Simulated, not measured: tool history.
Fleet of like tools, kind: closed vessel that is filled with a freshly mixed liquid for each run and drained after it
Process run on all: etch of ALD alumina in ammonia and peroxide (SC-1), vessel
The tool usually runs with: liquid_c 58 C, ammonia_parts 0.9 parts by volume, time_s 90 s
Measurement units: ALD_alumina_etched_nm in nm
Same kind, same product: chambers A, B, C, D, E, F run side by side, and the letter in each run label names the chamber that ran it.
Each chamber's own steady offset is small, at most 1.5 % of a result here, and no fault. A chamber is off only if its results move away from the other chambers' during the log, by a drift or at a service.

| run | hour | liquid_c | ammonia_parts | time_s | hours since the thermometer was replaced | hours since the ammonia flow meter was replaced | hours since the drum of ammonia solution was connected | read-back film thickness of the ALD alumina reference wafer, read on the same gauge (nm) | ALD_alumina_etched_nm |
|---|---|---|---|---|---|---|---|---|---|
| 1E | 8.3 | 58 | 0.9 | 90 | 877.7 | 339.5 | 672 | 39.991 | 7.2371 |
|  | 12.7 | chamber B: thermometer replaced |
| 2B | 15.4 | 58 | 0.9 | 90 | 2.8 | 783.2 | 214 | 39.996 | 7.2759 |
|  | 25.5 | chamber D: new drum of ammonia solution connected |
| 3A | 25.8 | 58 | 0.9 | 90 | 2114.2 | 54 | 237.8 | 39.997 | 7.158 |
| 4F | 35.3 | 58 | 0.9 | 90 | 2262.3 | 2044.1 | 100.6 | 40.023 | 7.1828 |
| 5C | 41.1 | 58 | 0.9 | 90 | 700.9 | 154.5 | 376.6 | 40.009 | 7.2889 |
| 6D | 49.1 | 58 | 0.9 | 90 | 142.7 | 138 | 23.6 | 39.999 | 7.3151 |
| 7E | 58.7 | 58 | 0.9 | 90 | 928.1 | 389.9 | 722.4 | 39.994 | 7.2766 |
| 8B | 65.1 | 58 | 0.9 | 90 | 52.5 | 832.9 | 263.7 | 39.989 | 7.1859 |
| 9F | 75.5 | 58 | 0.9 | 90 | 2302.5 | 2084.3 | 140.8 | 40.011 | 7.0822 |
| 10D | 84.1 | 58 | 0.9 | 90 | 177.7 | 173 | 58.6 | 39.975 | 7.2279 |
| 11A | 91.5 | 58 | 0.9 | 90 | 2179.9 | 119.7 | 303.5 | 39.985 | 7.1074 |
| 12C | 98.2 | 58 | 0.9 | 90 | 758 | 211.6 | 433.7 | 39.978 | 7.2495 |
| 13E | 108.6 | 58 | 0.9 | 90 | 978 | 439.8 | 772.3 | 39.999 | 7.303 |
|  | 116.4 | chamber B: ammonia flow meter replaced |
| 14B | 118.6 | 58 | 0.9 | 90 | 106 | 2.2 | 317.2 | 39.985 | 7.2946 |
| 15C | 128.2 | 58 | 0.9 | 90 | 788 | 241.6 | 463.7 | 39.993 | 7.3656 |
| 16F | 133.5 | 58 | 0.9 | 90 | 2360.5 | 2142.3 | 198.8 | 40.014 | 7.0785 |
| 17D | 143.2 | 63.5 | 0.9 | 115 | 236.8 | 232.1 | 117.7 | 40.01 | 12.425 |
| 18A | 152.3 | 63.5 | 0.9 | 115 | 2240.7 | 180.5 | 364.3 | 40.01 | 12.328 |
| 19C | 163.3 | 63.5 | 0.9 | 115 | 823.1 | 276.7 | 498.8 | 40.026 | 12.253 |
| 20E | 171.2 | 63.5 | 0.9 | 115 | 1040.6 | 502.4 | 834.9 | 40.002 | 12.329 |
| 21A | 180.3 | 63.5 | 0.9 | 115 | 2268.7 | 208.5 | 392.3 | 40.014 | 12.206 |
| 22B | 189.2 | 63.5 | 0.9 | 115 | 176.6 | 72.8 | 387.8 | 40.016 | 12.257 |
| 23F | 199.3 | 58 | 0.9 | 90 | 2426.3 | 2208.1 | 264.6 | 39.978 | 7.005 |
| 24D | 209 | 58 | 0.9 | 90 | 302.6 | 297.9 | 183.5 | 40.016 | 7.3238 |
| 25C | 216.8 | 58 | 0.9 | 90 | 876.6 | 330.2 | 552.3 | 40.012 | 7.2282 |
| 26B | 222.4 | 58 | 0.9 | 90 | 209.8 | 106 | 421 | 39.979 | 7.1426 |
| 27F | 229.4 | 58 | 0.9 | 90 | 2456.4 | 2238.2 | 294.7 | 39.999 | 7.1745 |
| 28E | 239.9 | 58 | 0.9 | 90 | 1109.3 | 571.1 | 903.6 | 39.996 | 7.3099 |
| 29A | 246.3 | 58 | 0.9 | 90 | 2334.7 | 274.5 | 458.3 | 40.007 | 7.1799 |
|  | 252 | chamber B: new drum of ammonia solution connected |
| 30D | 254.3 | 58 | 0.9 | 90 | 347.9 | 343.2 | 228.8 | 39.997 | 7.3058 |
| 31D | 259.6 | 58 | 1.2 | 90 | 353.2 | 348.5 | 234.1 | 39.983 | 7.4572 |
| 32B | 269.2 | 58 | 1.2 | 90 | 256.6 | 152.8 | 17.2 | 40.007 | 7.5928 |
| 33F | 275.5 | 58 | 1.2 | 90 | 2502.5 | 2284.3 | 340.8 | 40.002 | 7.4917 |
| 34A | 281.8 | 58 | 1.2 | 90 | 2370.2 | 310 | 493.8 | 40.005 | 7.1574 |
| 35E | 288 | 58 | 1.2 | 90 | 1157.4 | 619.2 | 951.7 | 39.982 | 7.4036 |
| 36C | 292.9 | 58 | 1.2 | 90 | 952.7 | 406.3 | 628.4 | 40.003 | 7.4438 |
| 37E | 299.8 | 58 | 0.9 | 90 | 1169.2 | 631 | 963.5 | 40.002 | 7.2501 |
| 38F | 307.5 | 58 | 0.9 | 130 | 2534.5 | 2316.3 | 372.8 | 39.969 | 10.232 |
| 39A | 316.4 | 58 | 0.9 | 130 | 2404.8 | 344.6 | 528.4 | 39.98 | 10.48 |

Next, every chamber runs the same settings. What will each give?
| 40A | 324.3 | 58 | 0.9 | 90 |  |  |  |  | ? |
| 40B | 324.3 | 58 | 0.9 | 90 |  |  |  |  | ? |
| 40C | 324.3 | 58 | 0.9 | 90 |  |  |  |  | ? |
| 40D | 324.3 | 58 | 0.9 | 90 |  |  |  |  | ? |
| 40E | 324.3 | 58 | 0.9 | 90 |  |  |  |  | ? |
| 40F | 324.3 | 58 | 0.9 | 90 |  |  |  |  | ? |

| run | ALD_alumina_etched_nm |
|---|---|
| 40A | 7.2154 |
| 40B | 7.3461 |
| 40C | 7.2859 |
| 40D | 7.4224 |
| 40E | 7.2735 |
| 40F | 7.15 |
